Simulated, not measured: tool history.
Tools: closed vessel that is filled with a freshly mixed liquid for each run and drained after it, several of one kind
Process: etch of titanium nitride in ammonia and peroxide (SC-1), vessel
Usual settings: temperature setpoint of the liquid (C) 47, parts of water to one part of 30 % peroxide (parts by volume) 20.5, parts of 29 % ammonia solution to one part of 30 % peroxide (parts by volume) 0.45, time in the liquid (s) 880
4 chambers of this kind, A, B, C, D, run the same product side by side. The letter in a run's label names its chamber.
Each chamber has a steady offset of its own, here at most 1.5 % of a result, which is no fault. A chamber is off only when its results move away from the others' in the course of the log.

run    day  temperature setpoint of the liquid (C)  parts of water to one part of 30 % peroxide (parts by volume)  parts of 29 % ammonia solution to one part of 30 % peroxide (parts by volume)  time in the liquid (s)  read-back film thickness of the titanium nitride reference wafer, read on the same gauge (nm)  thickness taken off the titanium nitride on a monitor wafer (nm)
 1B  0.183                                      47                                                           20.5                                                                           0.45                     880                                                                                         80.016                                                            27.489
 2D  0.333                                      47                                                           20.5                                                                           0.45                     880                                                                                         79.997                                                            28.002
 3C  0.492                                      47                                                           20.5                                                                           0.45                     880                                                                                         79.989                                                            27.957
 4A  0.758                                      47                                                           20.5                                                                           0.45                     880                                                                                         80.009                                                            27.814
 5C  0.917                                      47                                                           20.5                                                                           0.45                     880                                                                                         79.992                                                            27.675
 6B  1.042                                      51                                                           20.5                                                                           0.45                     880                                                                                         79.987                                                            36.848
 7D  1.196                                      51                                                           20.5                                                                           0.45                     880                                                                                         79.996                                                            36.735
 8A  1.388                                      51                                                           20.5                                                                           0.45                     880                                                                                         79.997                                                            36.545
 9B  1.542                                      51                                                           20.5                                                                           0.45                     880                                                                                         79.997                                                            36.738
10C  1.796                                      47                                                           15.5                                                                           0.45                     880                                                                                         79.995                                                            32.163
11A  2.021                                      47                                                           15.5                                                                           0.45                     880                                                                                         79.998                                                            32.974
12D  2.225                                      47                                                           15.5                                                                           0.45                     880                                                                                         79.991                                                            33.126
13C  2.379                                      47                                                           15.5                                                                           0.45                     880                                                                                         79.998                                                            32.413
14D  2.525                                      47                                                           20.5                                                                           0.45                     880                                                                                         79.978                                                            27.896
15A  2.729                                      47                                                           20.5                                                                           0.45                     880                                                                                         79.987                                                            29.197
     2.871  -- chamber A: new drum of ammonia solution connected
16B  2.971                                      47                                                           20.5                                                                           0.45                     880                                                                                         80.002                                                            28.115
17D  3.096                                    50.5                                                             17                                                                           0.45                     880                                                                                         80.011                                                            39.125
18C  3.254                                    50.5                                                             17                                                                           0.45                     880                                                                                         80.001                                                            39.751
19A  3.475                                    50.5                                                             17                                                                           0.45                     880                                                                                          80.02                                                            41.612
20B   3.65                                    50.5                                                             17                                                                           0.45                     880                                                                                          79.99                                                            38.495
21D  3.842                                      47                                                           20.5                                                                            0.6                    1105                                                                                          80.01                                                            36.796
22A    4.1                                      47                                                           20.5                                                                            0.6                    1105                                                                                         79.973                                                            39.055
23C   4.35                                      47                                                           20.5                                                                            0.6                    1105                                                                                         80.025                                                            36.766
24B  4.488                                      47                                                           20.5                                                                            0.6                    1105                                                                                         80.017                                                            36.568
25B  4.717                                      47                                                           20.5                                                                           0.45                     880                                                                                         80.005                                                            27.292
26D  4.988                                      47                                                           20.5                                                                           0.45                     880                                                                                         79.992                                                            27.673
27C   5.15                                      47                                                           20.5                                                                           0.45                     880                                                                                          80.02                                                            27.751
28A  5.308                                      47                                                           20.5                                                                            0.6                     880                                                                                         79.999                                                            31.643
29D  5.492                                      47                                                           20.5                                                                            0.6                     880                                                                                         79.994                                                            28.959

Next, every chamber runs the same settings. What will each give?
30A  5.7                                      47                                                           20.5                                                                           0.45                     880                                                                                                                                                                ?
30B  5.7                                      47                                                           20.5                                                                           0.45                     880                                                                                                                                                                ?
30C  5.7                                      47                                                           20.5                                                                           0.45                     880                                                                                                                                                                ?
30D  5.7                                      47                                                           20.5                                                                           0.45                     880                                                                                                                                                                ?

run  thickness taken off the titanium nitride on a monitor wafer (nm)
30A                                                            30.149
30B                                                            27.456
30C                                                            28.105
30D                                                            27.338

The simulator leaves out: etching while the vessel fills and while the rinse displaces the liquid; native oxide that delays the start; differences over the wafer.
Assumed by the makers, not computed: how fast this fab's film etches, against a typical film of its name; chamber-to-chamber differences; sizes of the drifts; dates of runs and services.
